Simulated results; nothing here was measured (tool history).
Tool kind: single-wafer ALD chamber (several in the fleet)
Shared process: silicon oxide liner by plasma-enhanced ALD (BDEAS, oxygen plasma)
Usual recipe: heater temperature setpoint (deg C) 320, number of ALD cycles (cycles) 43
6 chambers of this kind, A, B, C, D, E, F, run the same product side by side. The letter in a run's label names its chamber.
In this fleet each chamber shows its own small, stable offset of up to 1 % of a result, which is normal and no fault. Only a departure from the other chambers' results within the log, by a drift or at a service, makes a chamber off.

run   hour  heater temperature setpoint (deg C)  number of ALD cycles (cycles)  hours since the last thermocouple change  read-back reference wafer on the same gauge, thickness_nm  mean film thickness on the monitor wafer (angstrom)
 1C    4.3                                  320                             43                                     339.2                                                     4.2808                                               39.013
 2A    8.5                                  320                             43                                      12.3                                                     4.2786                                               38.838
 3F   12.2                                  320                             43                                     321.0                                                     4.2777                                               39.089
 4B   16.1                                  320                             43                                     774.4                                                     4.2764                                               38.970
 5D   19.1                                  320                             43                                     809.0                                                     4.2766                                               38.941
 6E   23.1                                  320                             43                                    1853.0                                                     4.2759                                               38.756
 7F   27.0                                  320                             43                                     335.8                                                     4.2744                                               39.108
 8E   31.5                                  320                             43                                    1861.4                                                     4.2736                                               38.863
 9A   33.6                                  320                             43                                      37.4                                                     4.2753                                               38.766
10B   38.3                                  320                             43                                     796.6                                                     4.2754                                               38.940
11C   40.5                                  320                             43                                     375.4                                                     4.2739                                               38.937
12D   43.4                                  320                             43                                     833.3                                                     4.2730                                               39.019
13E   46.0                                  311                             43                                    1875.9                                                     4.2729                                               39.326
14A   49.7                                  311                             43                                      53.5                                                     4.2715                                               39.243
15F   52.9                                  311                             43                                     361.7                                                     4.2704                                               39.536
16D   57.0                                  311                             43                                     846.9                                                     4.2714                                               39.467
17B   59.7                                  311                             43                                     818.0                                                     4.2700                                               39.404
18C   63.0                                  311                             43                                     397.9                                                     4.2689                                               39.381
19E   67.6                                  320                             43                                    1897.5                                                     4.2697                                               38.734
20D   70.8                                  315                             36                                     860.7                                                     4.2679                                               32.761
21A   73.5                                  315                             36                                      77.3                                                     4.2669                                               32.729
22F   76.2                                  315                             36                                     385.0                                                     4.2669                                               32.886
23B   79.6                                  315                             36                                     837.9                                                     4.2667                                               32.826
24C   83.8                                  315                             36                                     418.7                                                     4.2655                                               32.845
25E   87.3                                  315                             36                                    1917.2                                                     4.2659                                               32.742
26F   89.8                                  320                             43                                     398.6                                                     4.2655                                               38.930
27A   92.3                                  320                             43                                      96.1                                                     4.2628                                               38.717
28B   96.6                                  320                             43                                     854.9                                                     4.2650                                               38.883
29C  100.7                                  320                             43                                     435.6                                                     4.2631                                               38.835
30D  103.0                                  320                             43                                     892.9                                                     4.2636                                               38.880
31F  105.2                                  320                             43                                     414.0                                                     4.2632                                               38.955
32C  108.2                                  320                             43                                     443.1                                                     4.2627                                               38.879
33A  112.8                                  311                             46                                     116.6                                                     4.2617                                               41.859
34E  117.5                                  311                             46                                    1947.4                                                     4.2625                                               42.150
35D  121.0                                  311                             46                                     910.9                                                     4.2594                                               42.149
36B  125.2                                  311                             46                                     883.5                                                     4.2585                                               42.055
37E  127.3                                  311                             46                                    1957.2                                                     4.2599                                               41.910
38D  131.3                                  311                             46                                     921.2                                                     4.2596                                               42.141
39B  135.8                                  320                             43                                     894.1                                                     4.2575                                               38.870
40C  139.8                                  320                             43                                     474.7                                                     4.2562                                               38.820
41F  143.0                                  308                             39                                     451.8                                                     4.2564                                               35.905
42A  147.0                                  308                             39                                     150.8                                                     4.2558                                               35.589

Read the log: is a single chamber off, either drifting away or since a service, is the gauge that measures every chamber drifting, or is nothing wrong beyond small per-chamber offsets? Name any odd chamber and what most likely caused it.

No chamber is off; the gauge reading every chamber's wafers drifts, which makes the whole fleet appear to move together.
What lies behind it: gauge reads low (%) = 0.581.

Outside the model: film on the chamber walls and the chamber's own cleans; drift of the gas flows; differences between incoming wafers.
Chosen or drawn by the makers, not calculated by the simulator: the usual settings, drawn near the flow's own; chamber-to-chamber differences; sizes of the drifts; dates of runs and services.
